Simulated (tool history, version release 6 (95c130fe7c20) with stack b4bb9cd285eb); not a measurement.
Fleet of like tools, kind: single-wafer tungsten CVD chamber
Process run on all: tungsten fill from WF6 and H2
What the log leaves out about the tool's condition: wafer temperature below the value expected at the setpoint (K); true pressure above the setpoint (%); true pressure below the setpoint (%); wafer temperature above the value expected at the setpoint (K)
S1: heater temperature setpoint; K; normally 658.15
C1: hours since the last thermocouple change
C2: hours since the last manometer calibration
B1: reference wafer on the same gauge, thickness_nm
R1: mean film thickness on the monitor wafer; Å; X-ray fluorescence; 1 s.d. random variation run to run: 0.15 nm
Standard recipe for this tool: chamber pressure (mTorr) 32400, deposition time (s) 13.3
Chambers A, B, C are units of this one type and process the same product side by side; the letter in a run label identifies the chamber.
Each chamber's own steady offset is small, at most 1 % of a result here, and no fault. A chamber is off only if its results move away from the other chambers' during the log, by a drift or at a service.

Run 1C, hour 6.2: usual settings; C1 528.3; C2 323.3; B1 26.720. Result: R1 299.87 Å.
Run 2A, hour 10.0: usual settings; C1 3225.6; C2 758.9; B1 26.677. Result: R1 300.29 Å.
Run 3B, hour 14.1: usual settings; C1 1318.6; C2 845.0; B1 26.709. Result: R1 294.41 Å.
Run 4A, hour 19.8: usual settings; C1 3235.4; C2 768.7; B1 26.730. Result: R1 302.84 Å.
Run 5B, hour 23.7: usual settings; C1 1328.2; C2 854.6; B1 26.711. Result: R1 297.65 Å.
Run 6C, hour 30.1: usual settings; C1 552.2; C2 347.2; B1 26.695. Result: R1 300.42 Å.
Run 7A, hour 35.6: usual settings but deposition time (s) 11.9; C1 3251.2; C2 784.5; B1 26.698. Result: R1 270.78 Å.
Run 8C, hour 39.4: usual settings but deposition time (s) 11.9; C1 561.5; C2 356.5; B1 26.718. Result: R1 267.78 Å.
Run 9B, hour 44.1: usual settings but deposition time (s) 11.9; C1 1348.6; C2 875.0; B1 26.710. Result: R1 264.57 Å.
Run 10B, hour 47.8: usual settings; C1 1352.3; C2 878.7; B1 26.705. Result: R1 296.54 Å.
Run 11C, hour 54.0: usual settings but chamber pressure (mTorr) 26900, deposition time (s) 12.1; C1 576.1; C2 371.1; B1 26.713. Result: R1 248.94 Å.
Run 12A, hour 60.4: usual settings but chamber pressure (mTorr) 26900, deposition time (s) 12.1; C1 3276.0; C2 809.3; B1 26.700. Result: R1 250.39 Å.
Run 13A, hour 63.2: usual settings but chamber pressure (mTorr) 26900, deposition time (s) 12.1; C1 3278.8; C2 812.1; B1 26.694. Result: R1 254.10 Å.
Run 14B, hour 67.6: usual settings; C1 1372.1; C2 898.5; B1 26.688. Result: R1 297.61 Å.
Run 15C, hour 72.5: usual settings; C1 594.6; C2 389.6; B1 26.684. Result: R1 301.44 Å.
Run 16C, hour 77.6: usual settings; C1 599.7; C2 394.7; B1 26.713. Result: R1 300.64 Å.
Run 17A, hour 83.1: usual settings; C1 3298.7; C2 832.0; B1 26.697. Result: R1 301.48 Å.
Run 18B, hour 88.0: usual settings; C1 1392.5; C2 918.9; B1 26.710. Result: R1 295.63 Å.
Run 19A, hour 91.7: usual settings; C1 3307.3; C2 840.6; B1 26.686. Result: R1 302.89 Å.
Run 20B, hour 97.0: usual settings; C1 1401.5; C2 927.9; B1 26.722. Result: R1 293.75 Å.
Run 21C, hour 100.4: usual settings; C1 622.5; C2 417.5; B1 26.721. Result: R1 301.36 Å.
Run 22B, hour 106.8: usual settings but S1 648.15 K, chamber pressure (mTorr) 26200; C1 1411.3; C2 937.7; B1 26.698. Result: R1 215.65 Å.
Run 23C, hour 111.5: usual settings but S1 648.15 K, chamber pressure (mTorr) 26200; C1 633.6; C2 428.6; B1 26.712. Result: R1 221.02 Å.
Run 24A, hour 116.7: usual settings but S1 648.15 K, chamber pressure (mTorr) 26200; C1 3332.3; C2 865.6; B1 26.700. Result: R1 222.77 Å.
Run 25A, hour 122.1: usual settings; C1 3337.7; C2 871.0; B1 26.742. Result: R1 300.64 Å.
Run 26C, hour 127.5: usual settings; C1 649.6; C2 444.6; B1 26.692. Result: R1 301.37 Å.
Run 27B, hour 133.5: usual settings; C1 1438.0; C2 964.4; B1 26.701. Result: R1 290.46 Å.
Run 28C, hour 138.2: usual settings; C1 660.3; C2 455.3; B1 26.710. Result: R1 301.73 Å.
Run 29B, hour 143.3: usual settings; C1 1447.8; C2 974.2; B1 26.684. Result: R1 291.21 Å.
Run 30A, hour 148.1: usual settings but deposition time (s) 15.7; C1 3363.7; C2 897.0; B1 26.725. Result: R1 357.07 Å.
Run 31C, hour 154.2: usual settings but deposition time (s) 15.7; C1 676.3; C2 471.3; B1 26.698. Result: R1 351.74 Å.
Run 32B, hour 158.2: usual settings but deposition time (s) 15.7; C1 1462.7; C2 989.1; B1 26.708. Result: R1 344.04 Å.
Run 33A, hour 164.1: usual settings; C1 3379.7; C2 913.0; B1 26.730. Result: R1 301.49 Å.
Run 34C, hour 170.0: usual settings; C1 692.1; C2 487.1; B1 26.696. Result: R1 298.65 Å.
Run 35A, hour 175.1: usual settings; C1 3390.7; C2 924.0; B1 26.720. Result: R1 301.52 Å.
At hour 177.3: chamber A: thermocouple changed; heater temperature recalibrated.
Run 36B, hour 179.1: usual settings; C1 1483.6; C2 1010.0; B1 26.688. Result: R1 290.90 Å.
Run 37A, hour 182.1: usual settings; C1 4.8; C2 931.0; B1 26.713. Result: R1 299.31 Å.
Run 38B, hour 187.3: usual settings but S1 665.15 K, deposition time (s) 11.7; C1 1491.8; C2 1018.2; B1 26.690. Result: R1 292.08 Å.
Run 39C, hour 191.8: usual settings but S1 665.15 K, deposition time (s) 11.7; C1 713.9; C2 508.9; B1 26.711. Result: R1 302.75 Å.
Run 40A, hour 194.7: usual settings but S1 665.15 K, deposition time (s) 11.7; C1 17.4; C2 943.6; B1 26.716. Result: R1 303.29 Å.

Next, every chamber runs the same settings. What will each give?
Run 41A, hour 199.3: usual settings. Result: R1 ?.
Run 41B, hour 199.3: usual settings. Result: R1 ?.
Run 41C, hour 199.3: usual settings. Result: R1 ?.

run      R1
41A  302.16
41B  286.95
41C  297.92
